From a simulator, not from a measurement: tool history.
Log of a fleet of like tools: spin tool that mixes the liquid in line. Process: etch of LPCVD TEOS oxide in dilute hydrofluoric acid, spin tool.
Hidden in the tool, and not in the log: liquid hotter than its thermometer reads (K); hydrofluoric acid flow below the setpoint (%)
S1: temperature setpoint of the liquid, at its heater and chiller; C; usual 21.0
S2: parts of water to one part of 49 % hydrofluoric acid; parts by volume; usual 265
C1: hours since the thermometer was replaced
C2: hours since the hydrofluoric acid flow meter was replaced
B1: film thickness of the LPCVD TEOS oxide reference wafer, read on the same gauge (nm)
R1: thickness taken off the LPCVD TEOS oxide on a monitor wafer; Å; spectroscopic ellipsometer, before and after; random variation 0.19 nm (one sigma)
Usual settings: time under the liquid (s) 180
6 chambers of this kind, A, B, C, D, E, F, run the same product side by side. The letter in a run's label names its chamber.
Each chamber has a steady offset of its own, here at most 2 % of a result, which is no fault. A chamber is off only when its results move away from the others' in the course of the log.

Run 1D, day 0.142: usual settings; C1 1068.2; C2 1425.5; B1 99.989. Result: R1 283.64 Å.
Run 2A, day 0.312: usual settings; C1 997.4; C2 832.6; B1 100.000. Result: R1 282.94 Å.
At day 0.371: chamber D: hydrofluoric acid flow meter replaced.
Run 3F, day 0.546: usual settings; C1 412.9; C2 778.3; B1 100.030. Result: R1 275.88 Å.
Run 4B, day 0.746: usual settings; C1 472.9; C2 589.5; B1 100.040. Result: R1 279.70 Å.
Run 5C, day 0.929: usual settings; C1 747.3; C2 206.4; B1 99.995. Result: R1 282.58 Å.
Run 6E, day 1.196: usual settings; C1 1333.2; C2 1002.4; B1 99.995. Result: R1 282.81 Å.
Run 7D, day 1.454: usual settings; C1 1099.7; C2 26.0; B1 100.010. Result: R1 282.57 Å.
Run 8C, day 1.625: usual settings; C1 764.0; C2 223.1; B1 100.020. Result: R1 283.56 Å.
Run 9B, day 1.817: usual settings; C1 498.6; C2 615.2; B1 99.975. Result: R1 279.12 Å.
Run 10A, day 1.996: usual settings but time under the liquid (s) 270; C1 1037.8; C2 873.0; B1 100.020. Result: R1 428.33 Å.
At day 2.100: chamber C: thermometer replaced.
Run 11E, day 2.121: usual settings but time under the liquid (s) 270; C1 1355.4; C2 1024.6; B1 100.030. Result: R1 414.85 Å.
Run 12F, day 2.258: usual settings but time under the liquid (s) 270; C1 454.0; C2 819.4; B1 100.020. Result: R1 426.99 Å.
Run 13D, day 2.388: usual settings but time under the liquid (s) 270; C1 1122.1; C2 48.4; B1 100.010. Result: R1 427.32 Å.
Run 14F, day 2.575: usual settings but time under the liquid (s) 270; C1 461.6; C2 827.0; B1 100.010. Result: R1 428.50 Å.
Run 15A, day 2.696: usual settings but time under the liquid (s) 270; C1 1054.6; C2 889.8; B1 99.996. Result: R1 429.58 Å.
Run 16E, day 2.888: usual settings; C1 1373.8; C2 1043.0; B1 99.986. Result: R1 280.58 Å.
Run 17B, day 3.112: usual settings; C1 529.7; C2 646.3; B1 99.972. Result: R1 282.72 Å.
Run 18C, day 3.358: usual settings; C1 30.2; C2 264.7; B1 99.979. Result: R1 279.47 Å.
Run 19D, day 3.546: usual settings but S1 23.5 C, S2 220 parts by volume; C1 1149.9; C2 76.2; B1 99.997. Result: R1 388.07 Å.
Run 20F, day 3.750: usual settings but S1 23.5 C, S2 220 parts by volume; C1 489.8; C2 855.2; B1 99.986. Result: R1 399.32 Å.
Run 21A, day 3.875: usual settings but S1 23.5 C, S2 220 parts by volume; C1 1082.9; C2 918.1; B1 100.010. Result: R1 397.78 Å.
Run 22B, day 4.079: usual settings but S1 23.5 C, S2 220 parts by volume; C1 552.9; C2 669.5; B1 99.971. Result: R1 385.46 Å.
Run 23E, day 4.246: usual settings but S1 23.5 C, S2 220 parts by volume; C1 1406.4; C2 1075.6; B1 99.980. Result: R1 392.32 Å.
Run 24C, day 4.388: usual settings but S1 23.5 C, S2 220 parts by volume; C1 54.9; C2 289.4; B1 99.970. Result: R1 388.00 Å.
Run 25F, day 4.550: usual settings; C1 509.0; C2 874.4; B1 100.000. Result: R1 297.67 Å.
Run 26D, day 4.742: usual settings; C1 1178.6; C2 104.9; B1 99.985. Result: R1 281.37 Å.
Run 27C, day 4.954: usual settings but S2 390 parts by volume; C1 68.5; C2 303.0; B1 99.998. Result: R1 171.92 Å.
Run 28E, day 5.175: usual settings but S2 390 parts by volume; C1 1428.7; C2 1097.9; B1 99.944. Result: R1 170.72 Å.
Run 29B, day 5.375: usual settings but S2 390 parts by volume; C1 584.0; C2 700.6; B1 99.990. Result: R1 169.65 Å.
Run 30A, day 5.492: usual settings but S2 390 parts by volume; C1 1121.7; C2 956.9; B1 99.999. Result: R1 171.45 Å.
Run 31B, day 5.704: usual settings but S2 390 parts by volume; C1 591.9; C2 708.5; B1 99.973. Result: R1 169.18 Å.
Run 32E, day 5.842: usual settings but S2 390 parts by volume; C1 1444.7; C2 1113.9; B1 100.030. Result: R1 168.60 Å.
Run 33C, day 6.042: usual settings; C1 94.6; C2 329.1; B1 99.990. Result: R1 279.88 Å.
Run 34F, day 6.171: usual settings; C1 547.9; C2 913.3; B1 100.040. Result: R1 296.39 Å.
Run 35D, day 6.296: usual settings but S1 19.0 C, time under the liquid (s) 255; C1 1215.9; C2 142.2; B1 99.985. Result: R1 379.04 Å.
Run 36A, day 6.492: usual settings but S1 19.0 C, time under the liquid (s) 255; C1 1145.7; C2 980.9; B1 100.010. Result: R1 377.55 Å.
Run 37F, day 6.638: usual settings but S1 19.0 C, time under the liquid (s) 255; C1 559.1; C2 924.5; B1 99.993. Result: R1 398.89 Å.
Run 38D, day 6.817: usual settings but S1 19.0 C, time under the liquid (s) 255; C1 1228.4; C2 154.7; B1 99.994. Result: R1 370.88 Å.
Run 39B, day 6.958: usual settings but S1 19.0 C, time under the liquid (s) 255; C1 622.0; C2 738.6; B1 100.030. Result: R1 365.41 Å.
Run 40A, day 7.208: usual settings but S1 19.0 C, time under the liquid (s) 255; C1 1162.9; C2 998.1; B1 100.030. Result: R1 377.95 Å.
Run 41E, day 7.342: usual settings; C1 1480.7; C2 1149.9; B1 100.000. Result: R1 281.46 Å.

What goes on in this fleet: one chamber off, a drifting gauge, or nothing beyond the chambers' own small offsets? Name the chamber and the cause, if any.

Chamber F drifts away from the others.
Cause: liquid hotter than its thermometer reads (K) = 2.44.
The log may not tell that from: hydrofluoric acid flow above the setpoint (%).

Here are 4 candidates for chamber F's next run, each the usual settings with a change, their results left as question marks. Which one brings its results back in line with what the others give on the usual settings?
In line means no further than this from the other chambers' mean on the usual settings: R1 6.80 Å
Run 42F-1, day 7.529: usual settings but time under the liquid (s) 195. Result: R1 ?.
Run 42F-2, day 7.529: usual settings but S2 285 parts by volume. Result: R1 ?.
Run 42F-3, day 7.529: usual settings but S2 270 parts by volume. Result: R1 ?.
Run 42F-4, day 7.529: usual settings but S2 260 parts by volume. Result: R1 ?.

The other chambers' mean on the usual settings: R1 281.98 Å
  run      R1
42F-1  330.78
42F-2  278.49
42F-3  298.23
42F-4  312.73
42F-2 brings the chamber back in line.

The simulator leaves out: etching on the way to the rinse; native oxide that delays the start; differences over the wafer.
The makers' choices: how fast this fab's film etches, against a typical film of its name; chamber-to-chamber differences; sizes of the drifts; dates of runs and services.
